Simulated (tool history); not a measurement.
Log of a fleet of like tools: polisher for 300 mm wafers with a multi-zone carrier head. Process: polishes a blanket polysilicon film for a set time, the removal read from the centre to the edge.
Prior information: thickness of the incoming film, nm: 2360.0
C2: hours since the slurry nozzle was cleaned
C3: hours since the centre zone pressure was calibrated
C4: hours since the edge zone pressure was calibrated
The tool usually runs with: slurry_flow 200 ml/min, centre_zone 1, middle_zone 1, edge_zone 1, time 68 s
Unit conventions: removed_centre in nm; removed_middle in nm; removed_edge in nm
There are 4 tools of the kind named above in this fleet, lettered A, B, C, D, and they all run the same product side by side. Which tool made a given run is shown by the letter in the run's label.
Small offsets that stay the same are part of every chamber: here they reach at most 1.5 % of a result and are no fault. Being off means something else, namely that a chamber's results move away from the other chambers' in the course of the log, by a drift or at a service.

run 1B hour=5.9 | slurry_flow=200 centre_zone=1 middle_zone=1 edge_zone=1 time=68 | wafers_polished_on_this_pad=175 C2=204.6 C3=62 C4=1109.4 | removed_centre=421.68 removed_middle=417.63 removed_edge=418.02
-- hour=6.2 chamber D: worn pad replaced by a new one
run 2D hour=11.3 | slurry_flow=200 centre_zone=1 middle_zone=1 edge_zone=1 time=68 | wafers_polished_on_this_pad=63 C2=449.4 C3=234.8 C4=979.3 | removed_centre=412.04 removed_middle=412.57 removed_edge=417.25
run 3C hour=17.9 | slurry_flow=200 centre_zone=1 middle_zone=1 edge_zone=1 time=68 | wafers_polished_on_this_pad=757 C2=151.8 C3=1583 C4=279.4 | removed_centre=417.36 removed_middle=409.77 removed_edge=413.77
-- hour=21 chamber B: edge zone pressure recalibrated
run 4A hour=21.8 | slurry_flow=200 centre_zone=1 middle_zone=1 edge_zone=1 time=68 | wafers_polished_on_this_pad=1001 C2=243.1 C3=35.1 C4=901.9 | removed_centre=415.92 removed_middle=407.13 removed_edge=412.02
run 5A hour=27.6 | slurry_flow=200 centre_zone=1 middle_zone=1 edge_zone=1 time=68 | wafers_polished_on_this_pad=1072 C2=248.9 C3=40.9 C4=907.7 | removed_centre=419.09 removed_middle=409.14 removed_edge=419.25
run 6C hour=32.1 | slurry_flow=260 centre_zone=1 middle_zone=1 edge_zone=1 time=68 | wafers_polished_on_this_pad=933 C2=166 C3=1597.2 C4=293.6 | removed_centre=433.19 removed_middle=424.31 removed_edge=423.89
run 7B hour=38.4 | slurry_flow=260 centre_zone=1 middle_zone=1 edge_zone=1 time=68 | wafers_polished_on_this_pad=578 C2=237.1 C3=94.5 C4=17.4 | removed_centre=436.13 removed_middle=426.44 removed_edge=431.49
run 8D hour=43.5 | slurry_flow=260 centre_zone=1 middle_zone=1 edge_zone=1 time=68 | wafers_polished_on_this_pad=462 C2=481.6 C3=267 C4=1011.5 | removed_centre=425.3 removed_middle=428.27 removed_edge=425.73
run 9D hour=47.3 | slurry_flow=260 centre_zone=1 middle_zone=1 edge_zone=1 time=68 | wafers_polished_on_this_pad=509 C2=485.4 C3=270.8 C4=1015.3 | removed_centre=435.77 removed_middle=425.6 removed_edge=425.47
-- hour=48.6 chamber C: centre zone pressure recalibrated
run 10B hour=51.6 | slurry_flow=200 centre_zone=1 middle_zone=1 edge_zone=1 time=68 | wafers_polished_on_this_pad=742 C2=250.3 C3=107.7 C4=30.6 | removed_centre=417.52 removed_middle=422.67 removed_edge=412.37
run 11C hour=56.6 | slurry_flow=200 centre_zone=1 middle_zone=1 edge_zone=1 time=68 | wafers_polished_on_this_pad=1237 C2=190.5 C3=8 C4=318.1 | removed_centre=421.13 removed_middle=410.55 removed_edge=408.08
-- hour=58.8 chamber A: worn pad replaced by a new one
-- hour=60.2 chamber D: worn pad replaced by a new one
run 12A hour=60.8 | slurry_flow=200 centre_zone=1 middle_zone=1 edge_zone=1 time=68 | wafers_polished_on_this_pad=25 C2=282.1 C3=74.1 C4=940.9 | removed_centre=414.9 removed_middle=420.21 removed_edge=426.33
run 13C hour=64.7 | slurry_flow=200 centre_zone=1 middle_zone=1 edge_zone=1 time=68 | wafers_polished_on_this_pad=1338 C2=198.6 C3=16.1 C4=326.2 | removed_centre=416.92 removed_middle=414.94 removed_edge=411.18
run 14A hour=68.7 | slurry_flow=200 centre_zone=1 middle_zone=1 edge_zone=1 time=68 | wafers_polished_on_this_pad=123 C2=290 C3=82 C4=948.8 | removed_centre=414.91 removed_middle=423.69 removed_edge=416.02
-- hour=71.2 chamber B: worn pad replaced by a new one
run 15D hour=71.9 | slurry_flow=200 centre_zone=1 middle_zone=1 edge_zone=1 time=68 | wafers_polished_on_this_pad=145 C2=510 C3=295.4 C4=1039.9 | removed_centre=420.25 removed_middle=420.41 removed_edge=415.89
run 16B hour=76.9 | slurry_flow=200 centre_zone=1 middle_zone=1 edge_zone=1 time=68 | wafers_polished_on_this_pad=71 C2=275.6 C3=133 C4=55.9 | removed_centre=423.2 removed_middle=417.91 removed_edge=414.79
run 17C hour=82.7 | slurry_flow=200 centre_zone=1 middle_zone=1 edge_zone=1 time=68 | wafers_polished_on_this_pad=1561 C2=216.6 C3=34.1 C4=344.2 | removed_centre=420.06 removed_middle=407.75 removed_edge=404.53
run 18D hour=85.9 | slurry_flow=200 centre_zone=1 middle_zone=1 edge_zone=1 time=68 | wafers_polished_on_this_pad=318 C2=524 C3=309.4 C4=1053.9 | removed_centre=419.87 removed_middle=416.11 removed_edge=413.12
run 19A hour=91.5 | slurry_flow=200 centre_zone=1 middle_zone=1 edge_zone=1 time=68 | wafers_polished_on_this_pad=406 C2=312.8 C3=104.8 C4=971.6 | removed_centre=418.15 removed_middle=400.35 removed_edge=417.13
run 20B hour=95 | slurry_flow=200 centre_zone=1 middle_zone=1 edge_zone=1 time=68 | wafers_polished_on_this_pad=295 C2=293.7 C3=151.1 C4=74 | removed_centre=420.75 removed_middle=415.6 removed_edge=424.1
run 21C hour=99.9 | slurry_flow=200 centre_zone=1 middle_zone=1 edge_zone=1 time=68 | wafers_polished_on_this_pad=1774 C2=233.8 C3=51.3 C4=361.4 | removed_centre=409.92 removed_middle=421.74 removed_edge=408.09
-- hour=104.3 chamber D: worn pad replaced by a new one
run 22B hour=104.9 | slurry_flow=140 centre_zone=1 middle_zone=1 edge_zone=1 time=45 | wafers_polished_on_this_pad=418 C2=303.6 C3=161 C4=83.9 | removed_centre=267.36 removed_middle=261.7 removed_edge=265.85
run 23A hour=108.2 | slurry_flow=140 centre_zone=1 middle_zone=1 edge_zone=1 time=45 | wafers_polished_on_this_pad=613 C2=329.5 C3=121.5 C4=988.3 | removed_centre=262.99 removed_middle=254.08 removed_edge=266.99
run 24D hour=112.1 | slurry_flow=140 centre_zone=1 middle_zone=1 edge_zone=1 time=45 | wafers_polished_on_this_pad=97 C2=550.2 C3=335.6 C4=1080.1 | removed_centre=257.1 removed_middle=257.85 removed_edge=261.32
run 25A hour=117.7 | slurry_flow=140 centre_zone=1 middle_zone=1 edge_zone=1 time=45 | wafers_polished_on_this_pad=731 C2=339 C3=131 C4=997.8 | removed_centre=259.03 removed_middle=261.49 removed_edge=265.91
run 26B hour=124.1 | slurry_flow=200 centre_zone=1 middle_zone=1 edge_zone=1 time=68 | wafers_polished_on_this_pad=656 C2=322.8 C3=180.2 C4=103.1 | removed_centre=415.5 removed_middle=417.96 removed_edge=414.86
run 27D hour=127.2 | slurry_flow=200 centre_zone=1 middle_zone=1 edge_zone=1 time=68 | wafers_polished_on_this_pad=284 C2=565.3 C3=350.7 C4=1095.2 | removed_centre=426.59 removed_middle=417.73 removed_edge=416.58
run 28C hour=130.9 | slurry_flow=200 centre_zone=1 middle_zone=1 edge_zone=1 time=68 | wafers_polished_on_this_pad=2159 C2=264.8 C3=82.3 C4=392.4 | removed_centre=402.52 removed_middle=404.25 removed_edge=398.96
run 29A hour=137.1 | slurry_flow=160 centre_zone=1 middle_zone=1 edge_zone=0.9 time=68 | wafers_polished_on_this_pad=972 C2=358.4 C3=150.4 C4=1017.2 | removed_centre=401.42 removed_middle=399.76 removed_edge=384.43
run 30B hour=142.4 | slurry_flow=160 centre_zone=1 middle_zone=1 edge_zone=0.9 time=68 | wafers_polished_on_this_pad=883 C2=341.1 C3=198.5 C4=121.4 | removed_centre=401.45 removed_middle=402.56 removed_edge=384.99
-- hour=142.8 chamber B: worn pad replaced by a new one
run 31C hour=146.6 | slurry_flow=160 centre_zone=1 middle_zone=1 edge_zone=0.9 time=68 | wafers_polished_on_this_pad=2353 C2=280.5 C3=98 C4=408.1 | removed_centre=380.62 removed_middle=384.75 removed_edge=366.02
-- hour=150 chamber D: worn pad replaced by a new one
run 32D hour=152.5 | slurry_flow=160 centre_zone=1 middle_zone=1 edge_zone=0.9 time=68 | wafers_polished_on_this_pad=31 C2=590.6 C3=376 C4=1120.5 | removed_centre=405.13 removed_middle=399.59 removed_edge=379.93
run 33C hour=156 | slurry_flow=200 centre_zone=1 middle_zone=1 edge_zone=1.11 time=68 | wafers_polished_on_this_pad=2470 C2=289.9 C3=107.4 C4=417.5 | removed_centre=403.2 removed_middle=391.61 removed_edge=422.25
run 34A hour=159 | slurry_flow=200 centre_zone=1 middle_zone=1 edge_zone=1.11 time=68 | wafers_polished_on_this_pad=1243 C2=380.3 C3=172.3 C4=1039.1 | removed_centre=414.99 removed_middle=412.81 removed_edge=436.21
run 35B hour=165.4 | slurry_flow=200 centre_zone=1 middle_zone=1 edge_zone=1.11 time=68 | wafers_polished_on_this_pad=281 C2=364.1 C3=221.5 C4=144.4 | removed_centre=424.1 removed_middle=411.51 removed_edge=441.68
-- hour=167.3 chamber A: worn pad replaced by a new one
run 36D hour=168.7 | slurry_flow=200 centre_zone=1 middle_zone=1 edge_zone=1.11 time=68 | wafers_polished_on_this_pad=232 C2=606.8 C3=392.2 C4=1136.7 | removed_centre=430.04 removed_middle=414.54 removed_edge=436.36
-- hour=172.1 chamber B: slurry nozzle cleaned
run 37D hour=175.3 | slurry_flow=200 centre_zone=1 middle_zone=1 edge_zone=1 time=68 | wafers_polished_on_this_pad=314 C2=613.4 C3=398.8 C4=1143.3 | removed_centre=419.12 removed_middle=404.09 removed_edge=407.69
run 38B hour=179.6 | slurry_flow=200 centre_zone=1 middle_zone=1 edge_zone=1.1 time=91 | wafers_polished_on_this_pad=457 C2=7.5 C3=235.7 C4=158.6 | removed_centre=551.14 removed_middle=562.14 removed_edge=593.31
run 39C hour=184.6 | slurry_flow=200 centre_zone=1 middle_zone=1 edge_zone=1.1 time=91 | wafers_polished_on_this_pad=2825 C2=318.5 C3=136 C4=446.1 | removed_centre=527.83 removed_middle=527.25 removed_edge=549.34
run 40A hour=188.7 | slurry_flow=200 centre_zone=1 middle_zone=1 edge_zone=1.1 time=91 | wafers_polished_on_this_pad=265 C2=410 C3=202 C4=1068.8 | removed_centre=559.61 removed_middle=561.6 removed_edge=588.05
-- hour=193.9 chamber D: worn pad replaced by a new one
run 41C hour=194 | slurry_flow=200 centre_zone=1 middle_zone=1 edge_zone=1.1 time=91 | wafers_polished_on_this_pad=2941 C2=327.9 C3=145.4 C4=455.5 | removed_centre=517.75 removed_middle=512.77 removed_edge=534.55
run 42D hour=197.5 | slurry_flow=200 centre_zone=1 middle_zone=1 edge_zone=1 time=68 | wafers_polished_on_this_pad=45 C2=635.6 C3=421 C4=1165.5 | removed_centre=413.62 removed_middle=412.21 removed_edge=421.52

All 4 chambers run these settings next. Forecast each chamber's results:
run 43A hour=202.3 | slurry_flow=160 centre_zone=1 middle_zone=1 edge_zone=1 time=68 | removed_centre=? removed_middle=? removed_edge=?
run 43B hour=202.3 | slurry_flow=160 centre_zone=1 middle_zone=1 edge_zone=1 time=68 | removed_centre=? removed_middle=? removed_edge=?
run 43C hour=202.3 | slurry_flow=160 centre_zone=1 middle_zone=1 edge_zone=1 time=68 | removed_centre=? removed_middle=? removed_edge=?
run 43D hour=202.3 | slurry_flow=160 centre_zone=1 middle_zone=1 edge_zone=1 time=68 | removed_centre=? removed_middle=? removed_edge=?

run=43A removed_centre=406.13 removed_middle=398.57 removed_edge=404.5
run=43B removed_centre=405.7 removed_middle=401.32 removed_edge=408.32
run=43C removed_centre=369.37 removed_middle=380.05 removed_edge=372.95
run=43D removed_centre=402.35 removed_middle=398.19 removed_edge=408.12
